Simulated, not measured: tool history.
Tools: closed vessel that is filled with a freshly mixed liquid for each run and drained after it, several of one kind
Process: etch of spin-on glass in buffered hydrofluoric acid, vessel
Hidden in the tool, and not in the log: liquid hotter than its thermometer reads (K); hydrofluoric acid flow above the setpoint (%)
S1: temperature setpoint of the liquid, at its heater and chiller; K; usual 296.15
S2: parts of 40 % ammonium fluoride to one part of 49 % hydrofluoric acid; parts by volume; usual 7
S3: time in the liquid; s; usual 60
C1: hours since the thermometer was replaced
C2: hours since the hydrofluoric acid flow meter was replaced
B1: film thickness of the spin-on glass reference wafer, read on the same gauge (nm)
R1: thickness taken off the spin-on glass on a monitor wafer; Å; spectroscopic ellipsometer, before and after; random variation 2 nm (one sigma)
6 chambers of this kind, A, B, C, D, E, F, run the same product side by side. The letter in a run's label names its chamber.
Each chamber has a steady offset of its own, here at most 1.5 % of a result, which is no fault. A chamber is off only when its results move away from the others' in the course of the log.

run,day,S1,S2,S3,C1,C2,B1,R1
1C,0.342,296.15,7,60,1906.3,1887.4,120,2346.3
2B,0.542,296.15,7,60,507.1,30.6,120.02,2304.8
3D,0.867,296.15,7,60,880.1,2405.1,120.01,2370.9
4A,1.262,296.15,7,60,48.1,673,120,2283.7
5F,1.525,296.15,7,60,1027.2,441.4,119.99,2328.5
6E,1.712,296.15,7,60,751.7,265.2,120.01,2337.8
7B,2.05,292.15,6,60,543.3,66.8,120,2070.8
8F,2.25,292.15,6,60,1044.6,458.8,119.99,2072.2
9D,2.592,292.15,6,60,921.5,2446.5,119.99,2126.4
10E,2.812,292.15,6,60,778.1,291.6,120.03,2166.9
11C,3.171,292.15,6,60,1974.2,1955.3,120.02,2171.1
12A,3.358,292.15,6,60,98.4,723.3,120.02,2110.6
13F,3.679,296.15,7,60,1078.9,493.1,119.99,2309.5
14C,4.012,296.15,7,60,1994.4,1975.5,120,2334.2
15B,4.35,296.15,7,60,598.5,122,119.98,2300.2
16D,4.6,296.15,7,60,969.7,2494.7,119.97,2354.7
17A,4.808,296.15,7,60,133.2,758.1,120.04,2304.2
18E,5.104,296.15,7,60,833.1,346.6,119.96,2341
19A,5.396,296.15,7,60,147.3,772.2,120.02,2306.3
20D,5.612,296.15,7,60,994,2519,120.04,2316.5
21E,5.912,296.15,7,60,852.5,366,119.97,2346.3
22C,6.125,296.15,7,60,2045.1,2026.2,120.02,2350.7
23B,6.321,296.15,7,60,645.8,169.3,119.99,2295.4
24F,6.675,296.15,7,60,1150.8,565,120.01,2350.7
25B,6.879,296.15,7,60,659.2,182.7,120.02,2295.4
26E,7.121,296.15,7,60,881.5,395,119.94,2289.8
27C,7.321,296.15,7,60,2073.8,2054.9,120.01,2346.3
28D,7.567,296.15,7,60,1040.9,2565.9,120.03,2318.9
# day 7.85: chamber D: hydrofluoric acid flow meter replaced
29F,7.883,296.15,7,80,1179.8,594,119.99,3098.3
30A,8.238,296.15,7,80,215.5,840.4,120.05,3073.6
31F,8.525,296.15,7,80,1195.2,609.4,119.97,3063.3
32D,8.858,296.15,7,80,1071.9,24.3,120,3076.9
33E,9.046,296.15,7,80,927.7,441.2,120.03,3121.4
34A,9.433,296.15,7,80,244.2,869.1,119.97,3142.6
35B,9.65,296.15,7,60,725.7,249.2,120.06,2320.9
36C,9.833,296.15,7,60,2134.1,2115.2,120.03,2381.6
37F,10.208,296.15,7,60,1235.6,649.8,120.02,2311.1
# day 10.258: chamber C: hydrofluoric acid flow meter replaced
38C,10.538,296.15,7,60,2151,6.7,119.97,2317.5
39A,10.875,296.15,7,60,278.8,903.7,120.01,2291.9
40B,11.088,296.15,7,60,760.2,283.7,120.03,2316.8
41E,11.425,296.15,7,60,984.8,498.3,120.01,2302.7
42D,11.725,296.15,7,60,1140.7,93.1,119.97,2312

Next, every chamber runs the same settings. What will each give?
43A,12.021,296.15,7,60,,,,?
43B,12.021,296.15,7,60,,,,?
43C,12.021,296.15,7,60,,,,?
43D,12.021,296.15,7,60,,,,?
43E,12.021,296.15,7,60,,,,?
43F,12.021,296.15,7,60,,,,?

run,R1
43A,2296.2
43B,2346.7
43C,2361.2
43D,2320.8
43E,2301
43F,2329.7
